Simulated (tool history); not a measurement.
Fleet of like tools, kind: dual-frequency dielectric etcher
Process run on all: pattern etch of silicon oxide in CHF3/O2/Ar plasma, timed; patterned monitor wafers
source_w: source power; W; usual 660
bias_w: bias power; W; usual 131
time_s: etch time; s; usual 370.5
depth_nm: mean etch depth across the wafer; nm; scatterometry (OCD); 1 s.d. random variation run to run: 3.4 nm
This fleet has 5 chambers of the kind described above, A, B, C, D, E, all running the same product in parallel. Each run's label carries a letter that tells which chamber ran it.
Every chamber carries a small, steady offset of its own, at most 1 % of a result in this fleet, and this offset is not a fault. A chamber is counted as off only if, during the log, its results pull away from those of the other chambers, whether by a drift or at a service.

run,hour,source_w,bias_w,time_s,"read-back reference wafer on the same gauge, depth_nm",depth_nm
1B,5.9,660,131,370.5,768.15,693.25
2D,11.8,660,131,370.5,767.18,687.90
# hour 22.5: chamber A: wet clean of the chamber
3E,23.6,660,131,370.5,767.41,688.75
4A,33.2,660,131,370.5,767.87,675.44
5C,45.0,660,131,370.5,767.21,685.95
6A,55.7,660,131,370.5,768.10,678.82
7D,61.4,660,131,370.5,768.48,682.18
8B,70.8,660,131,370.5,769.06,693.54
9C,79.4,660,131,370.5,767.67,689.76
10E,88.2,790,131,370.5,768.13,739.86
11D,95.7,790,131,370.5,768.40,737.63
12C,102.5,790,131,370.5,767.68,738.74
13A,108.4,790,131,370.5,767.55,740.39
14E,118.5,790,131,370.5,767.84,735.08
15B,131.5,660,131,370.5,768.17,685.46
16D,138.5,660,131,370.5,768.30,688.34
17A,147.3,660,131,370.5,767.61,679.44
# hour 156.2: chamber D: source power generator calibrated
18C,158.6,660,131,370.5,768.57,692.36
19E,168.7,660,131,370.5,768.41,693.01
20B,175.2,660,131,370.5,767.75,686.74
21B,187.0,660,131,370.5,768.13,683.03
22A,193.8,660,131,370.5,767.94,679.80
23C,202.5,660,131,370.5,768.36,688.30
24D,211.8,510,163,370.5,768.02,661.87
25E,220.2,510,163,370.5,767.19,679.03
26A,227.3,510,163,370.5,768.00,659.53
27E,239.6,510,163,370.5,768.97,679.77
28D,250.4,510,163,370.5,768.21,664.38
29B,256.5,660,131,370.5,768.97,688.66
30C,268.0,660,131,370.5,767.91,687.48
31D,274.2,660,131,370.5,769.60,684.36
32B,283.3,660,105,370.5,767.68,643.87
33C,293.7,660,105,370.5,767.81,639.77
34A,305.0,660,105,370.5,767.48,637.63
35E,311.1,660,105,370.5,768.21,655.78
# hour 318.8: chamber D: wet clean of the chamber
36E,323.1,660,105,370.5,767.62,660.53
37A,331.4,660,131,370.5,767.47,679.41
38C,340.8,660,108,280.5,767.97,490.23
39D,353.3,660,108,280.5,767.35,489.93
40B,364.1,660,108,280.5,769.37,486.49
41E,370.0,660,108,280.5,767.43,507.75

Read the log: is a single chamber off, either drifting away or since a service, is the gauge that measures every chamber drifting, or is nothing wrong beyond small per-chamber offsets? Name any odd chamber and what most likely caused it.

One chamber, E, drifts off from the rest bit by bit.
Most likely cause: etch rate over this chamber's usual, % = 3.45.

Chamber E could run next with any of the 4 candidate recipes listed below; each alters the usual settings, and their results appear as question marks. Which one brings its results back in line with what the other chambers deliver on the usual settings?
A result is in line if it is within this distance of the other chambers' mean on the usual settings: depth_nm 12.00 nm
42E-1,379.4,670,133,398.0,,?
42E-2,379.4,650,131,341.5,,?
42E-3,379.4,650,130,358.0,,?
42E-4,379.4,670,132,383.0,,?

Usual-settings mean across the other chambers: depth_nm 685.07 nm
run,depth_nm
42E-1,774.94
42E-2,654.04
42E-3,683.98
42E-4,743.96
Change 42E-3 lands the chamber within the allowed miss of the other chambers.
